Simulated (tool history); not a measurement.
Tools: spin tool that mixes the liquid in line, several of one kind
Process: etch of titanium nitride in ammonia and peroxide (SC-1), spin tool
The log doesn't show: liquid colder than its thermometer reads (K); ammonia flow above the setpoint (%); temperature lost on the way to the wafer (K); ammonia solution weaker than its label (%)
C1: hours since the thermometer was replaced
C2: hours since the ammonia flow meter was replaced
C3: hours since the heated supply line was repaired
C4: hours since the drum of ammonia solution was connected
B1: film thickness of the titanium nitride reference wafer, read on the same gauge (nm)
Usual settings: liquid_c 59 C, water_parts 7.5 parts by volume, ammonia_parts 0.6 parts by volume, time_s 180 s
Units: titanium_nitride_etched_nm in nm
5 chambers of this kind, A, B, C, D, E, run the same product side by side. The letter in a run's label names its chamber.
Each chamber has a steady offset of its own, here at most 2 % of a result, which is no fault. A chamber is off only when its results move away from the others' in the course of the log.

Run 1E, hour 5.3: usual settings; C1 752.5; C2 429.7; C3 1492.7; C4 74.8; B1 109.99. Result: titanium_nitride_etched_nm 19.374 nm.
Run 2D, hour 10.9: usual settings; C1 274.3; C2 310.1; C3 2197.2; C4 326.1; B1 110.01. Result: titanium_nitride_etched_nm 19.093 nm.
Run 3C, hour 15.1: usual settings; C1 1138.2; C2 1816.4; C3 670.5; C4 147.1; B1 110. Result: titanium_nitride_etched_nm 19.01 nm.
Run 4A, hour 21.1: usual settings; C1 239.7; C2 1360.9; C3 1527.5; C4 52.8; B1 110.01. Result: titanium_nitride_etched_nm 19.237 nm.
Run 5B, hour 24.6: usual settings; C1 130.6; C2 687.8; C3 1377.9; C4 414.6; B1 109.99. Result: titanium_nitride_etched_nm 19.339 nm.
Run 6B, hour 29.8: usual settings; C1 135.8; C2 693; C3 1383.1; C4 419.8; B1 109.99. Result: titanium_nitride_etched_nm 19.264 nm.
Run 7A, hour 35.9: usual settings; C1 254.5; C2 1375.7; C3 1542.3; C4 67.6; B1 110. Result: titanium_nitride_etched_nm 19.403 nm.
Run 8D, hour 41.9: usual settings; C1 305.3; C2 341.1; C3 2228.2; C4 357.1; B1 110.02. Result: titanium_nitride_etched_nm 19.541 nm.
Run 9E, hour 46.9: usual settings; C1 794.1; C2 471.3; C3 1534.3; C4 116.4; B1 110. Result: titanium_nitride_etched_nm 18.51 nm.
Run 10C, hour 50.8: usual settings but liquid_c 63.5 C, ammonia_parts 0.35 parts by volume; C1 1173.9; C2 1852.1; C3 706.2; C4 182.8; B1 110.01. Result: titanium_nitride_etched_nm 23.552 nm.
Run 11C, hour 57.5: usual settings but liquid_c 63.5 C, ammonia_parts 0.35 parts by volume; C1 1180.6; C2 1858.8; C3 712.9; C4 189.5; B1 109.98. Result: titanium_nitride_etched_nm 23.112 nm.
Run 12D, hour 62: usual settings but liquid_c 63.5 C, ammonia_parts 0.35 parts by volume; C1 325.4; C2 361.2; C3 2248.3; C4 377.2; B1 109.98. Result: titanium_nitride_etched_nm 23.641 nm.
At hour 63.8: chamber D: new drum of ammonia solution connected.
Run 13E, hour 65: usual settings but liquid_c 63.5 C, ammonia_parts 0.35 parts by volume; C1 812.2; C2 489.4; C3 1552.4; C4 134.5; B1 110.01. Result: titanium_nitride_etched_nm 23.233 nm.
Run 14B, hour 69.1: usual settings but liquid_c 63.5 C, ammonia_parts 0.35 parts by volume; C1 175.1; C2 732.3; C3 1422.4; C4 459.1; B1 109.98. Result: titanium_nitride_etched_nm 23.532 nm.
Run 15A, hour 75.8: usual settings; C1 294.4; C2 1415.6; C3 1582.2; C4 107.5; B1 109.99. Result: titanium_nitride_etched_nm 19.511 nm.
Run 16E, hour 79.7: usual settings; C1 826.9; C2 504.1; C3 1567.1; C4 149.2; B1 109.99. Result: titanium_nitride_etched_nm 18.722 nm.
Run 17A, hour 82.9: usual settings but liquid_c 49.5 C; C1 301.5; C2 1422.7; C3 1589.3; C4 114.6; B1 110. Result: titanium_nitride_etched_nm 10.347 nm.
Run 18C, hour 87.6: usual settings but liquid_c 49.5 C; C1 1210.7; C2 1888.9; C3 743; C4 219.6; B1 110.01. Result: titanium_nitride_etched_nm 10.24 nm.
At hour 89.1: chamber A: ammonia flow meter replaced.
Run 19D, hour 93.8: usual settings but liquid_c 49.5 C; C1 357.2; C2 393; C3 2280.1; C4 30.1; B1 109.99. Result: titanium_nitride_etched_nm 10.078 nm.
At hour 95.3: chamber E: ammonia flow meter replaced.
Run 20B, hour 100.6: usual settings but liquid_c 49.5 C; C1 206.6; C2 763.8; C3 1453.9; C4 490.6; B1 110. Result: titanium_nitride_etched_nm 10.208 nm.
Run 21E, hour 107.1: usual settings but liquid_c 49.5 C; C1 854.3; C2 11.9; C3 1594.5; C4 176.6; B1 109.97. Result: titanium_nitride_etched_nm 10.096 nm.
Run 22B, hour 112.3: usual settings; C1 218.3; C2 775.5; C3 1465.6; C4 502.3; B1 110.01. Result: titanium_nitride_etched_nm 19.298 nm.
Run 23D, hour 118.8: usual settings but water_parts 10.5 parts by volume, time_s 95 s; C1 382.2; C2 418; C3 2305.1; C4 55.1; B1 109.99. Result: titanium_nitride_etched_nm 8.5674 nm.
Run 24C, hour 123.2: usual settings but water_parts 10.5 parts by volume, time_s 95 s; C1 1246.3; C2 1924.5; C3 778.6; C4 255.2; B1 110.01. Result: titanium_nitride_etched_nm 8.3227 nm.
Run 25A, hour 128.3: usual settings but water_parts 10.5 parts by volume, time_s 95 s; C1 346.9; C2 39.2; C3 1634.7; C4 160; B1 110. Result: titanium_nitride_etched_nm 8.5976 nm.
Run 26A, hour 135.1: usual settings but water_parts 10.5 parts by volume, time_s 95 s; C1 353.7; C2 46; C3 1641.5; C4 166.8; B1 109.99. Result: titanium_nitride_etched_nm 8.6499 nm.
Run 27C, hour 140.5: usual settings but water_parts 10.5 parts by volume, time_s 95 s; C1 1263.6; C2 1941.8; C3 795.9; C4 272.5; B1 110. Result: titanium_nitride_etched_nm 8.1788 nm.
Run 28E, hour 147.3: usual settings but ammonia_parts 0.7 parts by volume, time_s 225 s; C1 894.5; C2 52.1; C3 1634.7; C4 216.8; B1 110. Result: titanium_nitride_etched_nm 24.263 nm.
Run 29D, hour 154.2: usual settings but ammonia_parts 0.7 parts by volume, time_s 225 s; C1 417.6; C2 453.4; C3 2340.5; C4 90.5; B1 109.99. Result: titanium_nitride_etched_nm 24.704 nm.
Run 30B, hour 159.4: usual settings but ammonia_parts 0.7 parts by volume, time_s 225 s; C1 265.4; C2 822.6; C3 1512.7; C4 549.4; B1 110.01. Result: titanium_nitride_etched_nm 24.286 nm.
Run 31E, hour 162.8: usual settings but ammonia_parts 0.7 parts by volume, time_s 225 s; C1 910; C2 67.6; C3 1650.2; C4 232.3; B1 110. Result: titanium_nitride_etched_nm 24.297 nm.
Run 32D, hour 167.3: usual settings but ammonia_parts 0.7 parts by volume, time_s 225 s; C1 430.7; C2 466.5; C3 2353.6; C4 103.6; B1 110.01. Result: titanium_nitride_etched_nm 24.535 nm.
At hour 170.9: chamber C: new drum of ammonia solution connected.
Run 33C, hour 172.7: usual settings; C1 1295.8; C2 1974; C3 828.1; C4 1.8; B1 110.01. Result: titanium_nitride_etched_nm 17.806 nm.
Run 34B, hour 177.2: usual settings but ammonia_parts 0.35 parts by volume; C1 283.2; C2 840.4; C3 1530.5; C4 567.2; B1 110.01. Result: titanium_nitride_etched_nm 17.688 nm.
Run 35A, hour 181.6: usual settings but ammonia_parts 0.35 parts by volume; C1 400.2; C2 92.5; C3 1688; C4 213.3; B1 110.01. Result: titanium_nitride_etched_nm 17.72 nm.
Run 36C, hour 186.1: usual settings but ammonia_parts 0.35 parts by volume; C1 1309.2; C2 1987.4; C3 841.5; C4 15.2; B1 110.01. Result: titanium_nitride_etched_nm 16.566 nm.
Run 37B, hour 191.6: usual settings but ammonia_parts 0.35 parts by volume; C1 297.6; C2 854.8; C3 1544.9; C4 581.6; B1 110. Result: titanium_nitride_etched_nm 17.681 nm.
At hour 192.5: chamber D: ammonia flow meter replaced.
Run 38A, hour 196.6: usual settings but ammonia_parts 0.35 parts by volume; C1 415.2; C2 107.5; C3 1703; C4 228.3; B1 110.01. Result: titanium_nitride_etched_nm 17.605 nm.
Run 39E, hour 200.4: usual settings; C1 947.6; C2 105.2; C3 1687.8; C4 269.9; B1 110. Result: titanium_nitride_etched_nm 18.921 nm.
Run 40D, hour 206.6: usual settings; C1 470; C2 14.1; C3 2392.9; C4 142.9; B1 110.02. Result: titanium_nitride_etched_nm 19.479 nm.
Run 41D, hour 211.2: usual settings but liquid_c 49.5 C; C1 474.6; C2 18.7; C3 2397.5; C4 147.5; B1 110. Result: titanium_nitride_etched_nm 10.035 nm.
Run 42A, hour 216.6: usual settings but liquid_c 49.5 C; C1 435.2; C2 127.5; C3 1723; C4 248.3; B1 109.98. Result: titanium_nitride_etched_nm 10.266 nm.
Run 43B, hour 219.9: usual settings but liquid_c 49.5 C; C1 325.9; C2 883.1; C3 1573.2; C4 609.9; B1 110. Result: titanium_nitride_etched_nm 10.271 nm.
Run 44E, hour 224.9: usual settings but liquid_c 49.5 C; C1 972.1; C2 129.7; C3 1712.3; C4 294.4; B1 110.01. Result: titanium_nitride_etched_nm 9.8765 nm.

What goes on in this fleet: one chamber off, a drifting gauge, or nothing beyond the chambers' own small offsets? Name the chamber and the cause, if any.

Chamber C drifts away from the others.
Cause: liquid colder than its thermometer reads (K) = 1.58.
The log may not tell that from: temperature lost on the way to the wafer (K).

Here are 4 candidates for chamber C's next run, each the usual settings with a change, their results left as question marks. Which one brings its results back in line with what the others give on the usual settings?
In line means no further than this from the other chambers' mean on the usual settings: titanium_nitride_etched_nm 0.61 nm
Run 45C-1, hour 229.9: usual settings but water_parts 11 parts by volume. Result: titanium_nitride_etched_nm ?.
Run 45C-2, hour 229.9: usual settings but time_s 200 s. Result: titanium_nitride_etched_nm ?.
Run 45C-3, hour 229.9: usual settings but liquid_c 61.5 C, water_parts 7 parts by volume. Result: titanium_nitride_etched_nm ?.
Run 45C-4, hour 229.9: usual settings but liquid_c 57.5 C. Result: titanium_nitride_etched_nm ?.

The other chambers' mean on the usual settings: titanium_nitride_etched_nm 19.251 nm
  run  titanium_nitride_etched_nm
45C-1                       14.28
45C-2                      19.319
45C-3                      21.185
45C-4                      15.759
45C-2 brings the chamber back in line.

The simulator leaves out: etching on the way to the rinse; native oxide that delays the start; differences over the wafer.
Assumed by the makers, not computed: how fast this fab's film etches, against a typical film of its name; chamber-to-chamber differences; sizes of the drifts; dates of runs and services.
